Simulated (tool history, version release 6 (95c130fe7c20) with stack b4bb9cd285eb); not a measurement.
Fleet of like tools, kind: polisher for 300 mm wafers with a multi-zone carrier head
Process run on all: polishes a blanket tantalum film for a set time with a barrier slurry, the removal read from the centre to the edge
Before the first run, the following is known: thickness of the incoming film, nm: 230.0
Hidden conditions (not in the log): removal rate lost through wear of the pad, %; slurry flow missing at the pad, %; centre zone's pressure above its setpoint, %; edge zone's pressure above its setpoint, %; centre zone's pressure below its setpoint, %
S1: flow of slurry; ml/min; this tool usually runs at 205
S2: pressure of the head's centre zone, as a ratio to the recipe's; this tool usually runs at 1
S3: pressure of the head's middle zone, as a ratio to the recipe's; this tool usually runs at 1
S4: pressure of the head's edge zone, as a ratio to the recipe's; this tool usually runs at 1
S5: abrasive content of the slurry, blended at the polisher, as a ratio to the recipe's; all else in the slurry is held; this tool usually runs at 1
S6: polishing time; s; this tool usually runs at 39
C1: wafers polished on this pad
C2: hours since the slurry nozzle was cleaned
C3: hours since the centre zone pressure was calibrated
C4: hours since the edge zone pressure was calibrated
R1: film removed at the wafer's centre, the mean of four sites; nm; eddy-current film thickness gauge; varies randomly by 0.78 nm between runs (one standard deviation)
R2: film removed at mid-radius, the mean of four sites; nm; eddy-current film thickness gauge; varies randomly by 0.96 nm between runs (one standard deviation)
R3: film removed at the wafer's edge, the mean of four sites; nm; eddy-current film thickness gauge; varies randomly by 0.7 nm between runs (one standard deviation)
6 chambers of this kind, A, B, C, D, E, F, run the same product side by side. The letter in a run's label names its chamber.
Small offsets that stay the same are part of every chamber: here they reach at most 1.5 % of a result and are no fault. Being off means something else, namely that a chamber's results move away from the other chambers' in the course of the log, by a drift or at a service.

-- hour=1.1 chamber B: worn pad replaced by a new one
-- hour=2.7 chamber F: worn pad replaced by a new one
run 1B hour=6.1 | S1=205 S2=1 S3=1 S4=1 S5=1 S6=39 | C1=47 C2=531.8 C3=254 C4=83 | R1=86.94 R2=86.865 R3=88.194
run 2C hour=12.5 | S1=205 S2=1 S3=1 S4=1 S5=1 S6=39 | C1=359 C2=286.1 C3=118.4 C4=362 | R1=87.321 R2=86.573 R3=87.306
-- hour=17 chamber E: worn pad replaced by a new one
-- hour=20.6 chamber D: edge zone pressure recalibrated
run 3E hour=23.7 | S1=205 S2=1 S3=1 S4=1 S5=1 S6=39 | C1=64 C2=59.2 C3=718.2 C4=36.8 | R1=86.738 R2=88.477 R3=87.185
run 4F hour=29.8 | S1=205 S2=1 S3=1 S4=1 S5=1 S6=39 | C1=257 C2=441.3 C3=405.5 C4=330.4 | R1=86.424 R2=86.372 R3=88.012
run 5A hour=40.9 | S1=205 S2=1 S3=0.94 S4=1 S5=1 S6=39 | C1=799 C2=739.6 C3=112.7 C4=796.3 | R1=85.943 R2=81.459 R3=87.195
run 6D hour=49 | S1=205 S2=1 S3=0.94 S4=1 S5=1 S6=39 | C1=1159 C2=149.2 C3=605 C4=28.5 | R1=87.647 R2=83.318 R3=86.814
run 7C hour=55.4 | S1=205 S2=1 S3=0.94 S4=1 S5=1 S6=39 | C1=766 C2=329 C3=161.3 C4=404.9 | R1=87.837 R2=82.218 R3=87.226
-- hour=61.5 chamber D: worn pad replaced by a new one
run 8F hour=65 | S1=205 S2=1 S3=0.94 S4=1 S5=1 S6=39 | C1=591 C2=476.5 C3=440.7 C4=365.6 | R1=86.071 R2=81.656 R3=88.62
-- hour=66.5 chamber F: worn pad replaced by a new one
run 9B hour=74.5 | S1=205 S2=1 S3=0.94 S4=1 S5=1 S6=39 | C1=696 C2=600.2 C3=322.4 C4=151.4 | R1=86.88 R2=81.458 R3=87.725
-- hour=80.8 chamber E: worn pad replaced by a new one
-- hour=81.5 chamber A: slurry nozzle cleaned
run 10A hour=82.7 | S1=205 S2=1 S3=0.94 S4=1 S5=1 S6=39 | C1=1195 C2=1.2 C3=154.5 C4=838.1 | R1=87.378 R2=82.151 R3=87.573
run 11D hour=90.4 | S1=205 S2=1 S3=1 S4=1 S5=1.2 S6=39 | C1=274 C2=190.6 C3=646.4 C4=69.9 | R1=90.744 R2=91.897 R3=91.425
run 12E hour=98.5 | S1=205 S2=1 S3=1 S4=1 S5=1.2 S6=39 | C1=168 C2=134 C3=793 C4=111.6 | R1=91.697 R2=91.287 R3=90.319
-- hour=100.4 chamber A: worn pad replaced by a new one
-- hour=100.5 chamber D: centre zone pressure recalibrated
run 13F hour=107.3 | S1=205 S2=1 S3=1 S4=1 S5=1.2 S6=39 | C1=387 C2=518.8 C3=483 C4=407.9 | R1=90.787 R2=89.203 R3=90.494
-- hour=108.1 chamber C: worn pad replaced by a new one
-- hour=110.5 chamber B: worn pad replaced by a new one
-- hour=110.6 chamber F: slurry nozzle cleaned
run 14D hour=113.2 | S1=205 S2=1 S3=1 S4=1 S5=1.2 S6=39 | C1=491 C2=213.4 C3=12.7 C4=92.7 | R1=99.747 R2=91.254 R3=91.604
run 15C hour=119.2 | S1=205 S2=1 S3=1 S4=1 S5=1.2 S6=39 | C1=105 C2=392.8 C3=225.1 C4=468.7 | R1=91.604 R2=92.129 R3=92.287
run 16E hour=124.5 | S1=205 S2=1 S3=1 S4=1 S5=1.2 S6=39 | C1=415 C2=160 C3=819 C4=137.6 | R1=89.402 R2=92.079 R3=90.937
-- hour=133.3 chamber F: worn pad replaced by a new one
run 17B hour=134.1 | S1=205 S2=1 S3=1 S4=1 S5=1 S6=39 | C1=224 C2=659.8 C3=382 C4=211 | R1=87.78 R2=86.602 R3=86.165
-- hour=144.3 chamber E: worn pad replaced by a new one
run 18A hour=145.2 | S1=205 S2=1 S3=1 S4=1 S5=1 S6=39 | C1=425 C2=63.7 C3=217 C4=900.6 | R1=88.016 R2=87.569 R3=87.226
run 19C hour=150.8 | S1=205 S2=1 S3=1 S4=1 S5=1 S6=39 | C1=405 C2=424.4 C3=256.7 C4=500.3 | R1=88.144 R2=89.852 R3=87.134
run 20D hour=160 | S1=205 S2=1 S3=1 S4=1 S5=1 S6=39 | C1=935 C2=260.2 C3=59.5 C4=139.5 | R1=95.397 R2=86.148 R3=86.265
run 21E hour=170.6 | S1=205 S2=1 S3=1 S4=1 S5=1 S6=39 | C1=250 C2=206.1 C3=865.1 C4=183.7 | R1=87.07 R2=86.512 R3=86.531
run 22B hour=181.5 | S1=205 S2=1 S3=1 S4=1 S5=1 S6=39 | C1=674 C2=707.2 C3=429.4 C4=258.4 | R1=87.644 R2=86.606 R3=87.46
run 23F hour=191.4 | S1=205 S2=1 S3=0.92 S4=1 S5=1 S6=39 | C1=552 C2=80.9 C3=567.1 C4=492 | R1=87.168 R2=81.112 R3=87.608
-- hour=196.5 chamber C: edge zone pressure recalibrated
-- hour=199.7 chamber F: worn pad replaced by a new one
run 24A hour=200.5 | S1=205 S2=1 S3=0.92 S4=1 S5=1 S6=39 | C1=950 C2=119 C3=272.3 C4=955.9 | R1=88.009 R2=78.81 R3=88.332
-- hour=208.8 chamber E: worn pad replaced by a new one
run 25C hour=209.5 | S1=205 S2=1 S3=0.92 S4=1 S5=1 S6=39 | C1=962 C2=483.1 C3=315.4 C4=13 | R1=86.798 R2=80.934 R3=87.556
-- hour=213.4 chamber D: worn pad replaced by a new one
run 26A hour=219.2 | S1=205 S2=1 S3=0.92 S4=1 S5=1 S6=39 | C1=1128 C2=137.7 C3=291 C4=974.6 | R1=86.947 R2=79.172 R3=86.287
run 27D hour=224.3 | S1=205 S2=1 S3=0.92 S4=1 S5=1 S6=39 | C1=103 C2=324.5 C3=123.8 C4=203.8 | R1=94.668 R2=80.835 R3=88.039
-- hour=228.6 chamber B: worn pad replaced by a new one
run 28B hour=229.5 | S1=205 S2=1 S3=0.92 S4=1 S5=1 S6=39 | C1=9 C2=755.2 C3=477.4 C4=306.4 | R1=86.38 R2=80.805 R3=88.012
-- hour=232.6 chamber C: centre zone pressure recalibrated
-- hour=236.8 chamber A: worn pad replaced by a new one
run 29E hour=237.3 | S1=205 S2=1 S3=1 S4=1 S5=1 S6=39 | C1=271 C2=272.8 C3=931.8 C4=250.4 | R1=86.807 R2=87.951 R3=86.46
run 30F hour=246.8 | S1=205 S2=1 S3=1 S4=1 S5=1 S6=39 | C1=447 C2=136.3 C3=622.5 C4=547.4 | R1=84.571 R2=86.31 R3=88.127
-- hour=248.8 chamber E: slurry nozzle cleaned
run 31C hour=255.9 | S1=205 S2=1 S3=1 S4=1 S5=1 S6=39 | C1=1403 C2=529.5 C3=23.3 C4=59.4 | R1=86.289 R2=87.318 R3=86.334
-- hour=258.6 chamber A: centre zone pressure recalibrated
run 32F hour=261.4 | S1=205 S2=1 S3=1 S4=1 S5=1 S6=39 | C1=585 C2=150.9 C3=637.1 C4=562 | R1=84.966 R2=86.06 R3=87.664
run 33D hour=268.4 | S1=205 S2=1 S3=1 S4=1 S5=1 S6=39 | C1=522 C2=368.6 C3=167.9 C4=247.9 | R1=93.901 R2=85.427 R3=86.719
-- hour=272.8 chamber E: worn pad replaced by a new one
run 34B hour=279.7 | S1=205 S2=1 S3=1 S4=1 S5=1 S6=39 | C1=485 C2=805.4 C3=527.6 C4=356.6 | R1=86.598 R2=86.335 R3=87.592
run 35E hour=286.8 | S1=205 S2=1 S3=1 S4=1 S5=1 S6=39 | C1=133 C2=38 C3=981.3 C4=299.9 | R1=87.234 R2=87.489 R3=86.55
run 36A hour=298.3 | S1=205 S2=1 S3=1 S4=1 S5=1 S6=39 | C1=583 C2=216.8 C3=39.7 C4=1053.7 | R1=85.545 R2=86.518 R3=87.067

What goes on in this fleet: one chamber off, a drifting gauge, or nothing beyond the chambers' own small offsets? Name the chamber and the cause, if any.

A service left chamber D off against the others.
Most likely cause: centre zone's pressure above its setpoint, % = 7.69.

Chamber D could run next with any of the 4 candidate recipes listed below; each alters the usual settings, and their results appear as question marks. Which one brings its results back in line with what the other chambers deliver on the usual settings?
Counts as in line when no further than this from what the other chambers average on the usual settings: R1 2.7 nm; R2 3.3 nm; R3 2.4 nm
run 37D-1 hour=306.7 | S1=205 S2=0.97 S3=1 S4=1.01 S5=1 S6=39 | R1=? R2=? R3=?
run 37D-2 hour=306.7 | S1=200 S2=0.93 S3=1.01 S4=1.03 S5=1 S6=39 | R1=? R2=? R3=?
run 37D-3 hour=306.7 | S1=210 S2=1.08 S3=0.99 S4=0.97 S5=1 S6=39 | R1=? R2=? R3=?
run 37D-4 hour=306.7 | S1=205 S2=1.03 S3=1 S4=0.99 S5=1 S6=39 | R1=? R2=? R3=?

The other chambers' mean on the usual settings: R1 86.747 nm; R2 86.831 nm; R3 87.199 nm
run=37D-1 R1=91.69 R2=87.197 R3=87.74
run=37D-2 R1=87.169 R2=87.722 R3=88.406
run=37D-3 R1=103.58 R2=86.619 R3=86.145
run=37D-4 R1=97.972 R2=87.167 R3=86.83
It is 37D-2 that realigns the chamber with its peers.

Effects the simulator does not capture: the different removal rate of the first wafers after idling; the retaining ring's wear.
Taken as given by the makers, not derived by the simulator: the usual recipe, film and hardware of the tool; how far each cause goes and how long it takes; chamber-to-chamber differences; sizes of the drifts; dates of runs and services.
